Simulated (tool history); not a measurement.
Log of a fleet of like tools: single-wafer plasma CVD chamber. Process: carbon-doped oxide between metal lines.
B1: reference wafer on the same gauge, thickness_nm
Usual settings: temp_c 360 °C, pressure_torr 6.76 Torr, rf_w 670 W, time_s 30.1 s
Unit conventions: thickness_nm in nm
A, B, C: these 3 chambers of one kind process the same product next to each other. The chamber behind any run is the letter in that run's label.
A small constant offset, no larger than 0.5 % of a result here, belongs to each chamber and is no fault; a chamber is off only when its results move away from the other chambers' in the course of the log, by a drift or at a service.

{"run": "1C", "hour": 9.8, "temp_c": 360, "pressure_torr": 6.76, "rf_w": 670, "time_s": 30.1, "B1": 158.95, "thickness_nm": 184.06}
{"run": "2A", "hour": 20.6, "temp_c": 360, "pressure_torr": 6.76, "rf_w": 670, "time_s": 30.1, "B1": 158.99, "thickness_nm": 186.4}
{"run": "3B", "hour": 31.7, "temp_c": 360, "pressure_torr": 6.76, "rf_w": 670, "time_s": 30.1, "B1": 158.92, "thickness_nm": 184.81}
{"run": "4B", "hour": 44.5, "temp_c": 360, "pressure_torr": 6.76, "rf_w": 670, "time_s": 30.1, "B1": 159.13, "thickness_nm": 184.73}
{"run": "5A", "hour": 56.9, "temp_c": 360, "pressure_torr": 6.76, "rf_w": 670, "time_s": 30.1, "B1": 159.09, "thickness_nm": 185.62}
{"run": "6C", "hour": 68.9, "temp_c": 360, "pressure_torr": 6.76, "rf_w": 670, "time_s": 30.1, "B1": 159, "thickness_nm": 184.4}
{"run": "7C", "hour": 81.2, "temp_c": 360, "pressure_torr": 6.76, "rf_w": 670, "time_s": 30.1, "B1": 158.94, "thickness_nm": 184.44}
{"run": "8A", "hour": 91.5, "temp_c": 360, "pressure_torr": 6.76, "rf_w": 670, "time_s": 30.1, "B1": 158.96, "thickness_nm": 186.17}
{"run": "9B", "hour": 99.9, "temp_c": 360, "pressure_torr": 6.76, "rf_w": 670, "time_s": 30.1, "B1": 158.98, "thickness_nm": 183.42}
{"run": "10A", "hour": 114.4, "temp_c": 348, "pressure_torr": 6.76, "rf_w": 670, "time_s": 30.1, "B1": 159, "thickness_nm": 192.77}
{"run": "11B", "hour": 122.0, "temp_c": 348, "pressure_torr": 6.76, "rf_w": 670, "time_s": 30.1, "B1": 159.09, "thickness_nm": 189.77}
{"run": "12C", "hour": 133.9, "temp_c": 348, "pressure_torr": 6.76, "rf_w": 670, "time_s": 30.1, "B1": 158.99, "thickness_nm": 190.95}
{"run": "13B", "hour": 143.2, "temp_c": 360, "pressure_torr": 6.76, "rf_w": 670, "time_s": 30.1, "B1": 158.96, "thickness_nm": 184.45}
{"run": "14C", "hour": 156.7, "temp_c": 360, "pressure_torr": 6.76, "rf_w": 670, "time_s": 30.1, "B1": 158.94, "thickness_nm": 185.07}
{"run": "15A", "hour": 164.7, "temp_c": 360, "pressure_torr": 6.76, "rf_w": 670, "time_s": 30.1, "B1": 158.96, "thickness_nm": 185.64}
{"run": "16A", "hour": 173.0, "temp_c": 360, "pressure_torr": 6.76, "rf_w": 670, "time_s": 30.1, "B1": 158.95, "thickness_nm": 186.72}
{"run": "17C", "hour": 184.2, "temp_c": 360, "pressure_torr": 6.76, "rf_w": 670, "time_s": 30.1, "B1": 159.13, "thickness_nm": 184.67}
{"run": "18B", "hour": 194.9, "temp_c": 360, "pressure_torr": 5.32, "rf_w": 670, "time_s": 30.1, "B1": 159.04, "thickness_nm": 180.08}
{"run": "19C", "hour": 206.7, "temp_c": 360, "pressure_torr": 5.32, "rf_w": 670, "time_s": 30.1, "B1": 159.01, "thickness_nm": 179.6}
{"run": "20A", "hour": 216.2, "temp_c": 360, "pressure_torr": 5.32, "rf_w": 670, "time_s": 30.1, "B1": 159.04, "thickness_nm": 181.25}
{"run": "21B", "hour": 230.5, "temp_c": 360, "pressure_torr": 6.76, "rf_w": 670, "time_s": 30.1, "B1": 158.93, "thickness_nm": 183.73}
{"run": "22A", "hour": 239.0, "temp_c": 360, "pressure_torr": 6.76, "rf_w": 670, "time_s": 30.1, "B1": 158.93, "thickness_nm": 185.95}
{"run": "23B", "hour": 248.3, "temp_c": 360, "pressure_torr": 6.76, "rf_w": 670, "time_s": 30.1, "B1": 158.88, "thickness_nm": 185.62}
{"run": "24C", "hour": 260.9, "temp_c": 360, "pressure_torr": 6.76, "rf_w": 670, "time_s": 30.1, "B1": 158.99, "thickness_nm": 183.11}
{"run": "25C", "hour": 273.1, "temp_c": 360, "pressure_torr": 6.76, "rf_w": 670, "time_s": 30.1, "B1": 159.03, "thickness_nm": 182.83}
{"run": "26B", "hour": 283.0, "temp_c": 360, "pressure_torr": 6.76, "rf_w": 670, "time_s": 30.1, "B1": 158.95, "thickness_nm": 184.09}
{"run": "27A", "hour": 291.9, "temp_c": 360, "pressure_torr": 6.76, "rf_w": 770, "time_s": 30.1, "B1": 158.91, "thickness_nm": 202.06}
{"run": "28A", "hour": 306.0, "temp_c": 360, "pressure_torr": 6.76, "rf_w": 770, "time_s": 30.1, "B1": 158.91, "thickness_nm": 202.08}
{"run": "29B", "hour": 315.5, "temp_c": 360, "pressure_torr": 6.76, "rf_w": 770, "time_s": 30.1, "B1": 158.96, "thickness_nm": 200.51}
{"run": "30C", "hour": 325.7, "temp_c": 360, "pressure_torr": 6.76, "rf_w": 670, "time_s": 30.1, "B1": 158.96, "thickness_nm": 181.46}
{"run": "31A", "hour": 339.2, "temp_c": 360, "pressure_torr": 6.76, "rf_w": 670, "time_s": 30.1, "B1": 159.05, "thickness_nm": 186.13}
{"run": "32B", "hour": 348.5, "temp_c": 360, "pressure_torr": 6.76, "rf_w": 670, "time_s": 30.1, "B1": 159.01, "thickness_nm": 184.96}
{"run": "33C", "hour": 356.9, "temp_c": 360, "pressure_torr": 6.76, "rf_w": 670, "time_s": 30.1, "B1": 159.03, "thickness_nm": 181.24}
{"run": "34C", "hour": 364.4, "temp_c": 360, "pressure_torr": 6.76, "rf_w": 670, "time_s": 30.1, "B1": 158.97, "thickness_nm": 181.39}
{"run": "35B", "hour": 372.4, "temp_c": 360, "pressure_torr": 6.76, "rf_w": 670, "time_s": 30.1, "B1": 159.02, "thickness_nm": 183.82}
{"run": "36A", "hour": 380.6, "temp_c": 360, "pressure_torr": 6.76, "rf_w": 670, "time_s": 30.1, "B1": 159.03, "thickness_nm": 186.23}
{"run": "37A", "hour": 392.4, "temp_c": 360, "pressure_torr": 6.76, "rf_w": 670, "time_s": 30.1, "B1": 159.05, "thickness_nm": 184.93}
{"run": "38B", "hour": 404.2, "temp_c": 360, "pressure_torr": 6.76, "rf_w": 670, "time_s": 30.1, "B1": 159.18, "thickness_nm": 184.2}
{"run": "39C", "hour": 413.1, "temp_c": 360, "pressure_torr": 6.76, "rf_w": 670, "time_s": 30.1, "B1": 159.07, "thickness_nm": 180.55}
{"run": "40A", "hour": 421.2, "temp_c": 360, "pressure_torr": 6.76, "rf_w": 670, "time_s": 30.1, "B1": 159.05, "thickness_nm": 185.55}
{"run": "41B", "hour": 428.2, "temp_c": 360, "pressure_torr": 6.76, "rf_w": 670, "time_s": 30.1, "B1": 159.01, "thickness_nm": 185.46}
{"run": "42C", "hour": 438.5, "temp_c": 360, "pressure_torr": 6.76, "rf_w": 670, "time_s": 30.1, "B1": 158.93, "thickness_nm": 179.96}
{"run": "43A", "hour": 452.0, "temp_c": 360, "pressure_torr": 6.76, "rf_w": 670, "time_s": 30.1, "B1": 159.07, "thickness_nm": 185.63}
{"run": "44C", "hour": 459.7, "temp_c": 360, "pressure_torr": 6.76, "rf_w": 670, "time_s": 30.1, "B1": 159.04, "thickness_nm": 179.09}

For the next run the whole fleet of 3 chambers uses the same settings. Give each chamber's results:
{"run": "45A", "hour": 470.4, "temp_c": 360, "pressure_torr": 6.76, "rf_w": 670, "time_s": 30.1, "thickness_nm": "?"}
{"run": "45B", "hour": 470.4, "temp_c": 360, "pressure_torr": 6.76, "rf_w": 670, "time_s": 30.1, "thickness_nm": "?"}
{"run": "45C", "hour": 470.4, "temp_c": 360, "pressure_torr": 6.76, "rf_w": 670, "time_s": 30.1, "thickness_nm": "?"}

run=45A thickness_nm=185.59
run=45B thickness_nm=184.21
run=45C thickness_nm=179.06
